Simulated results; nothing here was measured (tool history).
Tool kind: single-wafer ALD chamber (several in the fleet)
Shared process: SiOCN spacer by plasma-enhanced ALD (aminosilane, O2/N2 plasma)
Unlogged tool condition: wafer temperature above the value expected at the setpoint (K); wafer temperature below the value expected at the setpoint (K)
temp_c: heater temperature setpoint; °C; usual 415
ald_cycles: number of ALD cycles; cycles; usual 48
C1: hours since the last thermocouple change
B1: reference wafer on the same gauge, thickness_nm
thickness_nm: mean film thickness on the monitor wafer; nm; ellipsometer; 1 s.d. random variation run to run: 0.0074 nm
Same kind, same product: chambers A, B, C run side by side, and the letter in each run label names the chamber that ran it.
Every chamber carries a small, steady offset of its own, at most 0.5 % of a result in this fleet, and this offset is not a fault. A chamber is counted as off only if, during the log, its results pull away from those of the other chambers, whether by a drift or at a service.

Run 1C, hour 5.9: usual settings; C1 479.3; B1 2.9200. Result: thickness_nm 2.7690 nm.
Run 2B, hour 16.4: usual settings; C1 1854.9; B1 2.9188. Result: thickness_nm 2.7570 nm.
Run 3A, hour 27.6: usual settings; C1 1483.3; B1 2.9200. Result: thickness_nm 2.7651 nm.
Run 4A, hour 38.0: usual settings; C1 1493.7; B1 2.9209. Result: thickness_nm 2.7663 nm.
Run 5B, hour 50.3: usual settings; C1 1888.8; B1 2.9193. Result: thickness_nm 2.7445 nm.
Run 6C, hour 60.2: usual settings; C1 533.6; B1 2.9207. Result: thickness_nm 2.7660 nm.
Run 7A, hour 69.5: usual settings; C1 1525.2; B1 2.9192. Result: thickness_nm 2.7655 nm.
Run 8C, hour 75.8: usual settings; C1 549.2; B1 2.9202. Result: thickness_nm 2.7752 nm.
Run 9B, hour 82.8: usual settings; C1 1921.3; B1 2.9196. Result: thickness_nm 2.7493 nm.
Run 10A, hour 93.5: usual settings; C1 1549.2; B1 2.9208. Result: thickness_nm 2.7646 nm.
Run 11C, hour 101.1: usual settings but temp_c 426 °C, ald_cycles 40 cycles; C1 574.5; B1 2.9177. Result: thickness_nm 2.2353 nm.
Run 12B, hour 109.4: usual settings but temp_c 426 °C, ald_cycles 40 cycles; C1 1947.9; B1 2.9207. Result: thickness_nm 2.2068 nm.
Run 13A, hour 117.2: usual settings but temp_c 426 °C, ald_cycles 40 cycles; C1 1572.9; B1 2.9190. Result: thickness_nm 2.2159 nm.
Run 14B, hour 126.4: usual settings; C1 1964.9; B1 2.9191. Result: thickness_nm 2.7600 nm.
Run 15C, hour 133.4: usual settings; C1 606.8; B1 2.9200. Result: thickness_nm 2.7652 nm.
Run 16A, hour 139.6: usual settings; C1 1595.3; B1 2.9170. Result: thickness_nm 2.7738 nm.
Run 17B, hour 146.4: usual settings but temp_c 424 °C, ald_cycles 53 cycles; C1 1984.9; B1 2.9204. Result: thickness_nm 2.9412 nm.
Run 18C, hour 157.4: usual settings but temp_c 424 °C, ald_cycles 53 cycles; C1 630.8; B1 2.9203. Result: thickness_nm 2.9836 nm.
Run 19B, hour 165.5: usual settings but temp_c 424 °C, ald_cycles 53 cycles; C1 2004.0; B1 2.9201. Result: thickness_nm 2.9502 nm.
Run 20C, hour 176.7: usual settings; C1 650.1; B1 2.9182. Result: thickness_nm 2.7850 nm.
Run 21A, hour 184.4: usual settings; C1 1640.1; B1 2.9203. Result: thickness_nm 2.7647 nm.
Run 22A, hour 196.7: usual settings; C1 1652.4; B1 2.9188. Result: thickness_nm 2.7678 nm.
Run 23B, hour 204.6: usual settings; C1 2043.1; B1 2.9197. Result: thickness_nm 2.7558 nm.
Run 24C, hour 213.8: usual settings; C1 687.2; B1 2.9185. Result: thickness_nm 2.7696 nm.
Run 25B, hour 225.4: usual settings; C1 2063.9; B1 2.9199. Result: thickness_nm 2.7562 nm.
Run 26C, hour 232.6: usual settings; C1 706.0; B1 2.9189. Result: thickness_nm 2.7649 nm.
Run 27A, hour 241.1: usual settings; C1 1696.8; B1 2.9188. Result: thickness_nm 2.7664 nm.
Run 28A, hour 253.0: usual settings but ald_cycles 44 cycles; C1 1708.7; B1 2.9189. Result: thickness_nm 2.5330 nm.
Run 29B, hour 264.7: usual settings but ald_cycles 44 cycles; C1 2103.2; B1 2.9209. Result: thickness_nm 2.5171 nm.
Run 30C, hour 273.3: usual settings but ald_cycles 44 cycles; C1 746.7; B1 2.9211. Result: thickness_nm 2.5369 nm.
Run 31C, hour 281.3: usual settings; C1 754.7; B1 2.9189. Result: thickness_nm 2.7663 nm.
Run 32B, hour 294.0: usual settings; C1 2132.5; B1 2.9202. Result: thickness_nm 2.7515 nm.
Run 33A, hour 301.4: usual settings; C1 1757.1; B1 2.9167. Result: thickness_nm 2.7628 nm.
Run 34C, hour 312.3: usual settings; C1 785.7; B1 2.9211. Result: thickness_nm 2.7843 nm.
Run 35B, hour 320.1: usual settings; C1 2158.6; B1 2.9207. Result: thickness_nm 2.7623 nm.
Run 36A, hour 330.0: usual settings; C1 1785.7; B1 2.9216. Result: thickness_nm 2.7698 nm.
Run 37A, hour 337.8: usual settings; C1 1793.5; B1 2.9186. Result: thickness_nm 2.7628 nm.
Run 38C, hour 345.7: usual settings but temp_c 420 °C, ald_cycles 44 cycles; C1 819.1; B1 2.9197. Result: thickness_nm 2.5062 nm.
Run 39B, hour 354.6: usual settings but temp_c 420 °C, ald_cycles 44 cycles; C1 2193.1; B1 2.9192. Result: thickness_nm 2.4821 nm.
Run 40B, hour 363.9: usual settings but temp_c 420 °C, ald_cycles 44 cycles; C1 2202.4; B1 2.9198. Result: thickness_nm 2.4758 nm.
Run 41C, hour 370.8: usual settings but temp_c 423 °C, ald_cycles 40 cycles; C1 844.2; B1 2.9199. Result: thickness_nm 2.2460 nm.

Each of the 3 chambers runs these same settings next. Fill in every chamber's results:
Run 42A, hour 379.9: usual settings. Result: thickness_nm ?.
Run 42B, hour 379.9: usual settings. Result: thickness_nm ?.
Run 42C, hour 379.9: usual settings. Result: thickness_nm ?.

run  thickness_nm
42A        2.7692
42B        2.7540
42C        2.7694
